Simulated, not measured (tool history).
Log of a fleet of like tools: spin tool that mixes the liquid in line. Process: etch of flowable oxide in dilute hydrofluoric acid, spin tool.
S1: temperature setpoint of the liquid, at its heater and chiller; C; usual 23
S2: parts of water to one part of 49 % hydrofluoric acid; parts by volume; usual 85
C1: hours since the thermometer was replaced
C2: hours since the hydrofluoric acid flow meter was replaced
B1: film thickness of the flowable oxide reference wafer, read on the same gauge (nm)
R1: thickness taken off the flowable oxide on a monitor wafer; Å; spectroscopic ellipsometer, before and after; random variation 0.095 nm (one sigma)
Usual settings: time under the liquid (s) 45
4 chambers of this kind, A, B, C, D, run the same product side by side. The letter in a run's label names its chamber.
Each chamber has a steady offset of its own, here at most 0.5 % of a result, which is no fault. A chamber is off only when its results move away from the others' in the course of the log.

run 1C hour=2.5 | S1=23 S2=85 time_under_the_liquid_(s)=45 | C1=393.1 C2=1596.9 | B1=30.004 | R1=154.21
run 2B hour=5.1 | S1=23 S2=85 time_under_the_liquid_(s)=45 | C1=348.4 C2=1551.3 | B1=30.009 | R1=155.88
run 3A hour=10.4 | S1=23 S2=85 time_under_the_liquid_(s)=45 | C1=876.1 C2=526.1 | B1=30.006 | R1=155.36
run 4D hour=14.2 | S1=23 S2=85 time_under_the_liquid_(s)=45 | C1=571.9 C2=1510.1 | B1=30.019 | R1=157.97
run 5A hour=17.6 | S1=23 S2=85 time_under_the_liquid_(s)=45 | C1=883.3 C2=533.3 | B1=29.982 | R1=155.92
run 6C hour=20.3 | S1=23 S2=85 time_under_the_liquid_(s)=45 | C1=410.9 C2=1614.7 | B1=29.999 | R1=155.59
run 7D hour=23.4 | S1=23 S2=60 time_under_the_liquid_(s)=60 | C1=581.1 C2=1519.3 | B1=29.993 | R1=304.02
run 8B hour=26.4 | S1=23 S2=60 time_under_the_liquid_(s)=60 | C1=369.7 C2=1572.6 | B1=29.977 | R1=300.53
run 9C hour=29.3 | S1=23 S2=60 time_under_the_liquid_(s)=60 | C1=419.9 C2=1623.7 | B1=29.992 | R1=297.83
run 10B hour=32.5 | S1=23 S2=60 time_under_the_liquid_(s)=60 | C1=375.8 C2=1578.7 | B1=29.992 | R1=300.1
run 11D hour=36.5 | S1=23 S2=50 time_under_the_liquid_(s)=35 | C1=594.2 C2=1532.4 | B1=30.018 | R1=215.53
run 12A hour=41.4 | S1=23 S2=50 time_under_the_liquid_(s)=35 | C1=907.1 C2=557.1 | B1=30.004 | R1=209.98
run 13A hour=47.2 | S1=23 S2=50 time_under_the_liquid_(s)=35 | C1=912.9 C2=562.9 | B1=29.992 | R1=212.43
run 14B hour=52.4 | S1=23 S2=50 time_under_the_liquid_(s)=35 | C1=395.7 C2=1598.6 | B1=30.012 | R1=211.58
run 15C hour=57 | S1=23 S2=85 time_under_the_liquid_(s)=45 | C1=447.6 C2=1651.4 | B1=30.007 | R1=155.63
run 16D hour=62.1 | S1=23 S2=85 time_under_the_liquid_(s)=45 | C1=619.8 C2=1558 | B1=29.984 | R1=156.48
run 17D hour=67.9 | S1=23 S2=85 time_under_the_liquid_(s)=45 | C1=625.6 C2=1563.8 | B1=29.974 | R1=156.34
run 18A hour=73.6 | S1=23 S2=85 time_under_the_liquid_(s)=45 | C1=939.3 C2=589.3 | B1=30.025 | R1=152.12
run 19B hour=77.2 | S1=23 S2=55 time_under_the_liquid_(s)=45 | C1=420.5 C2=1623.4 | B1=29.985 | R1=243.38
run 20C hour=80.4 | S1=23 S2=55 time_under_the_liquid_(s)=45 | C1=471 C2=1674.8 | B1=29.966 | R1=245.1
run 21D hour=85.7 | S1=23 S2=55 time_under_the_liquid_(s)=45 | C1=643.4 C2=1581.6 | B1=30.009 | R1=251.49
run 22A hour=88.5 | S1=23 S2=55 time_under_the_liquid_(s)=45 | C1=954.2 C2=604.2 | B1=30.02 | R1=239.72
run 23B hour=93.3 | S1=23 S2=85 time_under_the_liquid_(s)=45 | C1=436.6 C2=1639.5 | B1=29.984 | R1=155.8
run 24C hour=97.8 | S1=23 S2=85 time_under_the_liquid_(s)=45 | C1=488.4 C2=1692.2 | B1=30.008 | R1=154.19
run 25D hour=103.2 | S1=23 S2=85 time_under_the_liquid_(s)=45 | C1=660.9 C2=1599.1 | B1=30.004 | R1=156.71
run 26C hour=107.9 | S1=23 S2=85 time_under_the_liquid_(s)=45 | C1=498.5 C2=1702.3 | B1=30.02 | R1=155.09
run 27B hour=112.2 | S1=23 S2=85 time_under_the_liquid_(s)=45 | C1=455.5 C2=1658.4 | B1=30.024 | R1=156.75
run 28A hour=116.5 | S1=23 S2=85 time_under_the_liquid_(s)=45 | C1=982.2 C2=632.2 | B1=29.99 | R1=147.32
run 29D hour=121.9 | S1=23 S2=85 time_under_the_liquid_(s)=45 | C1=679.6 C2=1617.8 | B1=30.044 | R1=157.6
run 30B hour=124.9 | S1=23 S2=85 time_under_the_liquid_(s)=45 | C1=468.2 C2=1671.1 | B1=29.989 | R1=154.47
run 31A hour=129 | S1=23 S2=85 time_under_the_liquid_(s)=45 | C1=994.7 C2=644.7 | B1=30.011 | R1=149.26
run 32C hour=134.3 | S1=23 S2=85 time_under_the_liquid_(s)=45 | C1=524.9 C2=1728.7 | B1=29.975 | R1=155.08
run 33C hour=138 | S1=23 S2=85 time_under_the_liquid_(s)=45 | C1=528.6 C2=1732.4 | B1=29.979 | R1=155.35
run 34A hour=141.6 | S1=23 S2=85 time_under_the_liquid_(s)=45 | C1=1007.3 C2=657.3 | B1=30.015 | R1=148.27
run 35D hour=146.8 | S1=23 S2=85 time_under_the_liquid_(s)=45 | C1=704.5 C2=1642.7 | B1=29.995 | R1=156.29
run 36B hour=150.7 | S1=23 S2=85 time_under_the_liquid_(s)=45 | C1=494 C2=1696.9 | B1=30.013 | R1=154.53
run 37B hour=153.5 | S1=23 S2=85 time_under_the_liquid_(s)=45 | C1=496.8 C2=1699.7 | B1=29.983 | R1=155.37
run 38A hour=156.9 | S1=23 S2=85 time_under_the_liquid_(s)=45 | C1=1022.6 C2=672.6 | B1=30.005 | R1=146.69
run 39D hour=162.7 | S1=23 S2=85 time_under_the_liquid_(s)=45 | C1=720.4 C2=1658.6 | B1=30.027 | R1=156.78
run 40C hour=165.5 | S1=23 S2=85 time_under_the_liquid_(s)=45 | C1=556.1 C2=1759.9 | B1=29.979 | R1=155.39

What goes on in this fleet: one chamber off, a drifting gauge, or nothing beyond the chambers' own small offsets? Name the chamber and the cause, if any.

Chamber A drifts away from the others.
Cause: liquid colder than its thermometer reads (K) = 1.53.
The log may not tell that from: hydrofluoric acid flow below the setpoint (%).

Here are 4 candidates for chamber A's next run, each the usual settings with a change, their results left as question marks. Which one brings its results back in line with what the others give on the usual settings?
In line means no further than this from the other chambers' mean on the usual settings: R1 3.3 Å
run 41A-1 hour=169.7 | S1=22.5 S2=85 time_under_the_liquid_(s)=45 | R1=?
run 41A-2 hour=169.7 | S1=23 S2=80 time_under_the_liquid_(s)=45 | R1=?
run 41A-3 hour=169.7 | S1=23 S2=90 time_under_the_liquid_(s)=45 | R1=?
run 41A-4 hour=169.7 | S1=23.5 S2=85 time_under_the_liquid_(s)=45 | R1=?

The other chambers' mean on the usual settings: R1 155.58 Å
run=41A-1 R1=143.05
run=41A-2 R1=155.9
run=41A-3 R1=137.2
run=41A-4 R1=149.03
41A-2 brings the chamber back in line.

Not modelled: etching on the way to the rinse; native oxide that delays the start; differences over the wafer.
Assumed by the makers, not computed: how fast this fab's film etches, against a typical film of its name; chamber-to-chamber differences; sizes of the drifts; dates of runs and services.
